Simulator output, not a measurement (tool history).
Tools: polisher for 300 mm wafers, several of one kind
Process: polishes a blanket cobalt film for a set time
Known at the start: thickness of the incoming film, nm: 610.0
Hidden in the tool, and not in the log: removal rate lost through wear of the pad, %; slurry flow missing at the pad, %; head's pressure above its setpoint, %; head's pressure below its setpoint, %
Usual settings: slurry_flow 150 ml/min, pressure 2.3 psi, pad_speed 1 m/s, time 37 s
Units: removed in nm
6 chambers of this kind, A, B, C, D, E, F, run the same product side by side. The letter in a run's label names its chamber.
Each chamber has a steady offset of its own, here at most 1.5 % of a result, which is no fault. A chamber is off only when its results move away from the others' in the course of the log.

run,hour,slurry_flow,pressure,pad_speed,time,wafers polished on this pad,hours since the slurry nozzle was cleaned,hours since the head pressure was calibrated,removed
# hour 0.4: chamber B: slurry nozzle cleaned
# hour 9.2: chamber B: head pressure recalibrated
# hour 9.9: chamber C: worn pad replaced by a new one
1D,14.1,150,2.3,1,37,457,116.4,1064.2,229.94
2A,27.1,150,2.3,1,37,938,508.2,43.5,228.76
# hour 38.3: chamber E: worn pad replaced by a new one
3F,38.7,150,2.3,1,37,831,94.2,828.8,236.79
4B,48.8,150,2.3,1,37,1049,48.5,39.6,234.76
# hour 52.8: chamber D: worn pad replaced by a new one
# hour 52.9: chamber B: worn pad replaced by a new one
5E,55.6,100,2.3,1,30,249,77.3,218.7,177.78
# hour 65.9: chamber F: worn pad replaced by a new one
6C,67.6,100,2.3,1,30,832,174.5,290.2,177.49
7E,78.0,100,2.3,1,30,573,99.7,241.1,176.81
8A,86.0,100,2.3,1,30,1788,567.1,102.4,168.91
# hour 89.3: chamber C: worn pad replaced by a new one
# hour 91.7: chamber A: slurry nozzle cleaned
9C,96.6,100,2.3,1,30,106,203.5,319.2,171.07
10B,103.3,100,2.3,1,30,728,103.0,94.1,176.01
11F,114.5,150,2.3,1,37,702,170.0,904.6,239.20
# hour 115.8: chamber B: worn pad replaced by a new one
# hour 117.1: chamber E: worn pad replaced by a new one
12D,121.6,150,2.3,1,37,994,223.9,1171.7,235.51
13E,135.3,150,2.3,1,37,262,157.0,298.4,230.53
# hour 135.4: chamber D: worn pad replaced by a new one
# hour 136.1: chamber F: worn pad replaced by a new one
14A,143.2,150,2.3,1,37,2614,51.6,159.6,228.35
15C,150.0,150,2.3,1,37,877,256.9,372.6,233.19
# hour 151.3: chamber D: head pressure recalibrated
16D,158.6,150,2.3,1,37,335,260.9,7.3,231.36
17F,165.6,150,2.3,1,37,426,221.1,955.7,239.06
# hour 167.1: chamber C: worn pad replaced by a new one
18B,176.3,150,2.3,1,37,873,176.0,167.1,242.10
19C,183.4,150,2.3,1,37,235,290.3,406.0,233.05
# hour 185.4: chamber E: worn pad replaced by a new one
# hour 192.5: chamber B: worn pad replaced by a new one
20A,194.2,150,2.3,1,37,3350,102.6,210.6,226.21
# hour 199.7: chamber F: worn pad replaced by a new one
21E,206.7,150,2.3,1,37,308,228.4,369.8,229.56
# hour 213.3: chamber F: head pressure recalibrated
22B,218.5,150,2.3,1,37,376,218.2,209.3,238.21
# hour 225.9: chamber D: worn pad replaced by a new one
23D,227.9,150,2.3,1,37,29,330.2,76.6,231.31
24F,238.9,200,2.3,1,48,566,294.4,25.6,315.95
25B,249.5,200,2.3,1,48,823,249.2,240.3,322.91
# hour 249.9: chamber C: worn pad replaced by a new one
# hour 252.8: chamber E: worn pad replaced by a new one
# hour 259.4: chamber B: worn pad replaced by a new one
26C,259.9,200,2.3,1,48,145,366.8,482.5,308.89
# hour 266.2: chamber F: worn pad replaced by a new one
27E,271.0,200,2.3,1,48,263,292.7,434.1,311.51
# hour 279.2: chamber F: slurry nozzle cleaned
28F,280.3,200,2.3,1,48,203,1.1,67.0,319.95
29D,292.3,200,2.3,1,48,959,394.6,141.0,321.02
30A,298.8,150,2.3,1,37,4860,207.2,315.2,208.40
# hour 299.6: chamber E: head pressure recalibrated
# hour 306.8: chamber D: worn pad replaced by a new one
31F,310.8,150,2.3,1,37,644,31.6,97.5,237.85
32D,323.7,150,2.3,1,37,244,426.0,172.4,231.25
# hour 331.7: chamber B: worn pad replaced by a new one
# hour 333.1: chamber C: worn pad replaced by a new one
# hour 335.4: chamber E: worn pad replaced by a new one
33E,336.7,150,2.7,1,37,19,358.4,37.2,274.52
# hour 344.7: chamber C: head pressure recalibrated
34A,349.4,150,2.7,1,37,5591,257.8,365.8,239.01
35C,357.4,150,2.7,1,37,351,464.3,12.8,279.96
36B,368.9,150,2.7,1,37,538,368.6,359.7,276.77

Next, every chamber runs the same settings. What will each give?
37A,379.3,150,2.7,1,37,,,,?
37B,379.3,150,2.7,1,37,,,,?
37C,379.3,150,2.7,1,37,,,,?
37D,379.3,150,2.7,1,37,,,,?
37E,379.3,150,2.7,1,37,,,,?
37F,379.3,150,2.7,1,37,,,,?

run,removed
37A,236.28
37B,282.21
37C,270.71
37D,269.10
37E,275.40
37F,277.48

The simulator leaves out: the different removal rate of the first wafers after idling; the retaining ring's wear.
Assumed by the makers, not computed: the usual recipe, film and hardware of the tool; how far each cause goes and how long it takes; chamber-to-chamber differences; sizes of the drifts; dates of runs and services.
